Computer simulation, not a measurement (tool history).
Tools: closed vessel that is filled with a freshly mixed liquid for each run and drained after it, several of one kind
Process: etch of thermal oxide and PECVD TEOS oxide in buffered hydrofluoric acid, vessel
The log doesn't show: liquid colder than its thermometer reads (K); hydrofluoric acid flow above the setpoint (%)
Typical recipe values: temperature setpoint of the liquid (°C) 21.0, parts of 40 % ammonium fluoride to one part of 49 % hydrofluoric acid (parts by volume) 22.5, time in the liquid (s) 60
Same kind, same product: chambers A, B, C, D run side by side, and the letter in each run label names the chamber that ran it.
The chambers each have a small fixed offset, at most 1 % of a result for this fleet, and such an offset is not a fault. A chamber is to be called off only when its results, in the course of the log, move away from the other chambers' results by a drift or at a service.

| run | hour | temperature setpoint of the liquid (°C) | parts of 40 % ammonium fluoride to one part of 49 % hydrofluoric acid (parts by volume) | time in the liquid (s) | hours since the thermometer was replaced | hours since the hydrofluoric acid flow meter was replaced | read-back film thickness of the thermal oxide reference wafer, read on the same gauge (nm) | read-back film thickness of the PECVD TEOS oxide reference wafer, read on the same gauge (nm) | thickness taken off the thermal oxide on a monitor wafer (angstrom) | thickness taken off the PECVD TEOS oxide on a monitor wafer (angstrom) |
|---|---|---|---|---|---|---|---|---|---|---|
| 1D | 8.9 | 21.0 | 22.5 | 60 | 102.3 | 504.1 | 100.000 | 30.006 | 274.01 | 429.02 |
| 2C | 17.8 | 21.0 | 22.5 | 60 | 194.6 | 429.6 | 100.000 | 30.013 | 271.49 | 426.41 |
|  | 20.1 | chamber B: thermometer replaced |
| 3A | 25.2 | 21.0 | 22.5 | 60 | 1854.0 | 963.3 | 99.992 | 29.990 | 269.26 | 433.25 |
| 4B | 30.6 | 21.0 | 22.5 | 60 | 10.5 | 302.7 | 100.010 | 30.003 | 271.67 | 431.31 |
| 5D | 40.4 | 21.0 | 22.5 | 60 | 133.8 | 535.6 | 100.010 | 29.998 | 275.28 | 429.16 |
| 6A | 50.0 | 21.0 | 22.5 | 60 | 1878.8 | 988.1 | 99.978 | 30.015 | 271.72 | 431.42 |
| 7C | 57.7 | 21.0 | 22.5 | 60 | 234.5 | 469.5 | 99.939 | 29.989 | 272.66 | 427.23 |
| 8B | 66.4 | 21.0 | 22.5 | 60 | 46.3 | 338.5 | 99.996 | 29.997 | 270.19 | 427.13 |
| 9A | 73.5 | 21.0 | 22.5 | 60 | 1902.3 | 1011.6 | 99.989 | 29.978 | 270.33 | 427.62 |
| 10D | 79.4 | 21.0 | 22.5 | 60 | 172.8 | 574.6 | 99.986 | 30.009 | 275.11 | 428.58 |
| 11C | 90.5 | 21.0 | 22.5 | 60 | 267.3 | 502.3 | 99.978 | 29.991 | 273.13 | 423.98 |
| 12B | 101.3 | 21.0 | 22.5 | 60 | 81.2 | 373.4 | 100.040 | 29.992 | 270.79 | 428.15 |
| 13C | 110.7 | 21.0 | 22.5 | 60 | 287.5 | 522.5 | 99.989 | 29.998 | 273.22 | 431.92 |
| 14A | 119.1 | 21.0 | 22.5 | 60 | 1947.9 | 1057.2 | 100.010 | 30.003 | 270.22 | 431.73 |
| 15B | 130.2 | 21.0 | 22.5 | 60 | 110.1 | 402.3 | 100.010 | 29.987 | 271.12 | 430.65 |
| 16D | 141.5 | 21.0 | 22.5 | 60 | 234.9 | 636.7 | 100.030 | 29.983 | 271.70 | 430.59 |
| 17A | 147.9 | 21.0 | 22.5 | 60 | 1976.7 | 1086.0 | 100.010 | 30.007 | 269.98 | 430.74 |
| 18C | 157.9 | 21.0 | 22.5 | 75 | 334.7 | 569.7 | 100.010 | 30.023 | 342.36 | 537.53 |
|  | 166.9 | chamber D: hydrofluoric acid flow meter replaced |
| 19B | 169.5 | 21.0 | 22.5 | 75 | 149.4 | 441.6 | 99.992 | 30.006 | 341.05 | 537.62 |
| 20D | 177.9 | 21.0 | 22.5 | 75 | 271.3 | 11.1 | 99.995 | 29.987 | 342.21 | 539.13 |
| 21D | 184.8 | 21.0 | 22.5 | 75 | 278.2 | 18.0 | 99.979 | 29.991 | 343.20 | 536.86 |
| 22C | 196.4 | 21.0 | 22.5 | 60 | 373.2 | 608.2 | 100.020 | 29.977 | 273.08 | 425.38 |
|  | 197.7 | chamber B: hydrofluoric acid flow meter replaced |
| 23B | 206.6 | 21.0 | 22.5 | 60 | 186.5 | 8.9 | 100.030 | 30.019 | 271.38 | 433.74 |
| 24A | 214.6 | 21.0 | 22.5 | 60 | 2043.4 | 1152.7 | 100.010 | 30.010 | 269.11 | 432.40 |
| 25B | 220.0 | 19.5 | 22.5 | 60 | 199.9 | 22.3 | 100.050 | 29.984 | 249.01 | 390.92 |
| 26C | 228.4 | 19.5 | 22.5 | 60 | 405.2 | 640.2 | 99.971 | 30.002 | 251.60 | 393.33 |
| 27A | 238.8 | 19.5 | 22.5 | 60 | 2067.6 | 1176.9 | 99.968 | 30.004 | 248.03 | 395.57 |
| 28D | 245.3 | 19.5 | 22.5 | 60 | 338.7 | 78.5 | 100.000 | 29.993 | 251.42 | 393.86 |
| 29A | 253.1 | 21.0 | 22.5 | 60 | 2081.9 | 1191.2 | 100.000 | 30.014 | 270.56 | 430.20 |

Does one chamber stand apart from the rest, does the shared gauge drift, or is all well apart from small per-chamber offsets? Give the chamber and the most likely cause, where there is one.

The fleet is healthy, with each chamber sitting at its usual small offset and no drift in the gauge.

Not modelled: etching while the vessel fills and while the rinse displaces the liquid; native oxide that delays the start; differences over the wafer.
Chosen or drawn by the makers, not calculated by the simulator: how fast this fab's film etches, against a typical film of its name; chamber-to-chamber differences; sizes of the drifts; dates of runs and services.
